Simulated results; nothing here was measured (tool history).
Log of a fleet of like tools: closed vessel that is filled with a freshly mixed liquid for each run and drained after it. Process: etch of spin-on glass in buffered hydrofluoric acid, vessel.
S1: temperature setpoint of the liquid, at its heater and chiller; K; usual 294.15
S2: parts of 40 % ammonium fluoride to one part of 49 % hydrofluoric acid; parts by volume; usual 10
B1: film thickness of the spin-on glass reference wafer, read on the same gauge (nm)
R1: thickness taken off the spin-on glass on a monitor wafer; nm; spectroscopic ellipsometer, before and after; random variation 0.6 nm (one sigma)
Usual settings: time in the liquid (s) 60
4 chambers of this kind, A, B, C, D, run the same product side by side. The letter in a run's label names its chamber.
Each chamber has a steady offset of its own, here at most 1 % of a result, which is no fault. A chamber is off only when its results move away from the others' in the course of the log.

{"run": "1C", "hour": 4.5, "S1": 294.15, "S2": 10, "time in the liquid (s)": 60, "B1": 140, "R1": 101.63}
{"run": "2A", "hour": 9.0, "S1": 294.15, "S2": 10, "time in the liquid (s)": 60, "B1": 139.98, "R1": 103.36}
{"run": "3D", "hour": 15.6, "S1": 294.15, "S2": 10, "time in the liquid (s)": 60, "B1": 140, "R1": 102.54}
{"run": "4B", "hour": 21.7, "S1": 294.15, "S2": 10, "time in the liquid (s)": 60, "B1": 139.98, "R1": 101.6}
{"run": "5B", "hour": 27.6, "S1": 294.15, "S2": 10, "time in the liquid (s)": 80, "B1": 140, "R1": 136.93}
{"run": "6C", "hour": 34.8, "S1": 294.15, "S2": 10, "time in the liquid (s)": 80, "B1": 139.97, "R1": 135.08}
{"run": "7A", "hour": 39.6, "S1": 294.15, "S2": 10, "time in the liquid (s)": 80, "B1": 139.97, "R1": 136.84}
{"run": "8D", "hour": 46.3, "S1": 294.15, "S2": 10, "time in the liquid (s)": 80, "B1": 139.95, "R1": 136.84}
{"run": "9C", "hour": 51.6, "S1": 294.15, "S2": 10, "time in the liquid (s)": 60, "B1": 140.03, "R1": 101.94}
{"run": "10D", "hour": 55.6, "S1": 294.15, "S2": 10, "time in the liquid (s)": 60, "B1": 140.03, "R1": 102.34}
{"run": "11B", "hour": 62.8, "S1": 294.15, "S2": 10, "time in the liquid (s)": 60, "B1": 139.96, "R1": 101.06}
{"run": "12A", "hour": 69.3, "S1": 294.15, "S2": 10, "time in the liquid (s)": 60, "B1": 139.99, "R1": 101.84}
{"run": "13B", "hour": 73.7, "S1": 294.15, "S2": 10, "time in the liquid (s)": 60, "B1": 140.02, "R1": 101.53}
{"run": "14A", "hour": 77.2, "S1": 294.15, "S2": 10, "time in the liquid (s)": 60, "B1": 140.03, "R1": 101.69}
{"run": "15D", "hour": 82.3, "S1": 294.15, "S2": 10, "time in the liquid (s)": 60, "B1": 140.01, "R1": 101.35}
{"hour": 83.4, "done": "chamber A: hydrofluoric acid flow meter replaced"}
{"run": "16C", "hour": 88.1, "S1": 298.65, "S2": 10, "time in the liquid (s)": 60, "B1": 139.96, "R1": 130.09}
{"hour": 89.5, "done": "chamber A: thermometer replaced"}
{"run": "17C", "hour": 95.1, "S1": 298.65, "S2": 10, "time in the liquid (s)": 60, "B1": 139.98, "R1": 130.49}
{"run": "18B", "hour": 99.3, "S1": 298.65, "S2": 10, "time in the liquid (s)": 60, "B1": 139.97, "R1": 130.06}
{"run": "19D", "hour": 103.5, "S1": 298.65, "S2": 10, "time in the liquid (s)": 60, "B1": 140, "R1": 129.67}
{"run": "20A", "hour": 107.8, "S1": 294.15, "S2": 10, "time in the liquid (s)": 60, "B1": 140, "R1": 102.18}
{"run": "21A", "hour": 111.3, "S1": 294.15, "S2": 10, "time in the liquid (s)": 60, "B1": 139.97, "R1": 102.25}
{"run": "22B", "hour": 118.1, "S1": 294.15, "S2": 10, "time in the liquid (s)": 60, "B1": 139.98, "R1": 102.33}
{"run": "23C", "hour": 124.9, "S1": 294.15, "S2": 10, "time in the liquid (s)": 60, "B1": 140.02, "R1": 101.73}
{"run": "24D", "hour": 130.4, "S1": 294.15, "S2": 10, "time in the liquid (s)": 60, "B1": 139.99, "R1": 102.44}
{"run": "25B", "hour": 134.0, "S1": 294.15, "S2": 10, "time in the liquid (s)": 60, "B1": 139.97, "R1": 101.85}
{"run": "26C", "hour": 138.2, "S1": 298.65, "S2": 10, "time in the liquid (s)": 95, "B1": 139.98, "R1": 205.5}

All 4 chambers run these settings next. Forecast each chamber's results:
{"run": "27A", "hour": 143.3, "S1": 294.15, "S2": 13.5, "time in the liquid (s)": 60, "R1": "?"}
{"run": "27B", "hour": 143.3, "S1": 294.15, "S2": 13.5, "time in the liquid (s)": 60, "R1": "?"}
{"run": "27C", "hour": 143.3, "S1": 294.15, "S2": 13.5, "time in the liquid (s)": 60, "R1": "?"}
{"run": "27D", "hour": 143.3, "S1": 294.15, "S2": 13.5, "time in the liquid (s)": 60, "R1": "?"}

run=27A R1=75.948
run=27B R1=75.13
run=27C R1=76.195
run=27D R1=76.539
